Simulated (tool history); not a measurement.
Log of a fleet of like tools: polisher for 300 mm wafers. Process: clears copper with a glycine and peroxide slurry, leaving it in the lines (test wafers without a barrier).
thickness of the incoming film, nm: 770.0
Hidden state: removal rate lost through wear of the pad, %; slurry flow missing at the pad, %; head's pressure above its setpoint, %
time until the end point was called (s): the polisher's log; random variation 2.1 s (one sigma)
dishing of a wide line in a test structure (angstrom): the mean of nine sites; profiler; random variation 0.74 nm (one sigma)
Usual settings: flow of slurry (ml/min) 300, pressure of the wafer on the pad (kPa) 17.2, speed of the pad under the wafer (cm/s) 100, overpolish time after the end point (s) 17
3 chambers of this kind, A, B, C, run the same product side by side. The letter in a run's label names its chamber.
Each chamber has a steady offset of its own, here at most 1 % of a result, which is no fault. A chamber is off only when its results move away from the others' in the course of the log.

run   hour  flow of slurry (ml/min)  pressure of the wafer on the pad (kPa)  speed of the pad under the wafer (cm/s)  overpolish time after the end point (s)  wafers polished on this pad  hours since the slurry nozzle was cleaned  hours since the head pressure was calibrated  time until the end point was called (s)  dishing of a wide line in a test structure (angstrom)
 1C    5.1                      300                                    17.2                                      100                                       17                          486                                      333.4                                           279                                   166.25                                                 520.58
 2B    9.5                      300                                    17.2                                      100                                       17                          705                                       26.4                                         880.8                                   162.46                                                 519.26
 3A   15.4                      300                                    17.2                                      100                                       17                          433                                       65.5                                         303.5                                   171.52                                                 511.46
 4C   21.6                      300                                    17.2                                      100                                       17                          608                                      349.9                                         295.5                                   165.13                                                 522.97
 5A   25.3                      300                                    17.2                                      100                                       17                          506                                       75.4                                         313.4                                   169.39                                                 525.64
 6B   29.6                      300                                    17.2                                      100                                       17                          854                                       46.5                                         900.9                                   169.73                                                 536.23
 7C   32.5                      300                                    17.2                                      100                                       17                          689                                      360.8                                         306.4                                   164.35                                                 546.37
 8A   38.5                      300                                    17.2                                      100                                       17                          604                                       88.6                                         326.6                                   170.63                                                  520.4
      40.8  -- chamber A: worn pad replaced by a new one
 9B   44.4                      300                                    17.2                                      100                                       17                          965                                       61.3                                         915.7                                   170.35                                                 527.32
10A   49.6                      300                                    17.2                                      100                                       17                           66                                       99.7                                         337.7                                   172.41                                                 532.86
11C   54.4                      300                                    17.2                                      100                                       17                          852                                      382.7                                         328.3                                   165.21                                                 538.74
      54.5  -- chamber B: worn pad replaced by a new one
12B   58.1                      300                                    17.2                                      100                                       17                           27                                         75                                         929.4                                    168.5                                                 536.39
13B   61.6                      300                                    17.2                                      100                                       17                           53                                       78.5                                         932.9                                   167.96                                                 534.44
14C   65.2                      300                                    17.2                                      100                                       17                          933                                      393.5                                         339.1                                   163.09                                                 559.67
15A     70                      300                                    17.2                                      100                                       17                          217                                      120.1                                         358.1                                   173.18                                                 514.06
16B   74.3                      300                                    17.2                                      100                                       17                          147                                       91.2                                         945.6                                   166.85                                                 528.62
17C   78.3                      300                                    17.2                                      100                                       17                         1030                                      406.6                                         352.2                                   162.19                                                 544.75
18A   81.4                      205                                    17.2                                      100                                       17                          302                                      131.5                                         369.5                                   177.94                                                 505.43
19A     87                      205                                    17.2                                      100                                       17                          344                                      137.1                                         375.1                                   176.85                                                 514.95
20B   92.3                      205                                    17.2                                      100                                       17                          281                                      109.2                                         963.6                                   172.98                                                 499.89
21C   97.2                      300                                    17.2                                      100                                       17                         1171                                      425.5                                         371.1                                   160.84                                                 547.31
22B  103.2                      300                                    17.2                                      100                                       17                          362                                      120.1                                         974.5                                   165.31                                                 529.93
23A  107.3                      300                                      11                                      100                                       17                          495                                      157.4                                         395.4                                   240.53                                                 385.18
24C  112.4                      300                                      11                                      100                                       17                         1284                                      440.7                                         386.3                                   222.93                                                 408.73
     114.7  -- chamber A: head pressure recalibrated
25A  118.1                      300                                      11                                      100                                       17                          575                                      168.2                                           3.4                                   237.82                                                 390.24
26C  123.4                      300                                    17.2                                      100                                       17                         1366                                      451.7                                         397.3                                   153.46                                                 574.93
27B  127.4                      300                                    17.2                                      100                                       17                          542                                      144.3                                         998.7                                      171                                                 540.44
28C  131.2                      300                                    17.2                                      100                                       17                         1424                                      459.5                                         405.1                                   156.82                                                 564.74
     134.6  -- chamber B: head pressure recalibrated
29A  134.6                      300                                    17.2                                      100                                       17                          698                                      184.7                                          19.9                                   171.45                                                 513.61
30B  139.6                      300                                    17.2                                      100                                       17                          633                                      156.5                                           5.1                                   166.43                                                 526.55
31B  144.9                      300                                    17.2                                      100                                       17                          672                                      161.8                                          10.4                                   165.46                                                 536.16

All 3 chambers run these settings next. Forecast each chamber's results:
32A  149.5                      300                                    17.2                                      100                                        7                                                                                                                                                              ?                                                      ?
32B  149.5                      300                                    17.2                                      100                                        7                                                                                                                                                              ?                                                      ?
32C  149.5                      300                                    17.2                                      100                                        7                                                                                                                                                              ?                                                      ?

run  time until the end point was called (s)  dishing of a wide line in a test structure (angstrom)
32A                                   173.58                                                 235.68
32B                                   167.52                                                 245.95
32C                                   152.58                                                 264.26
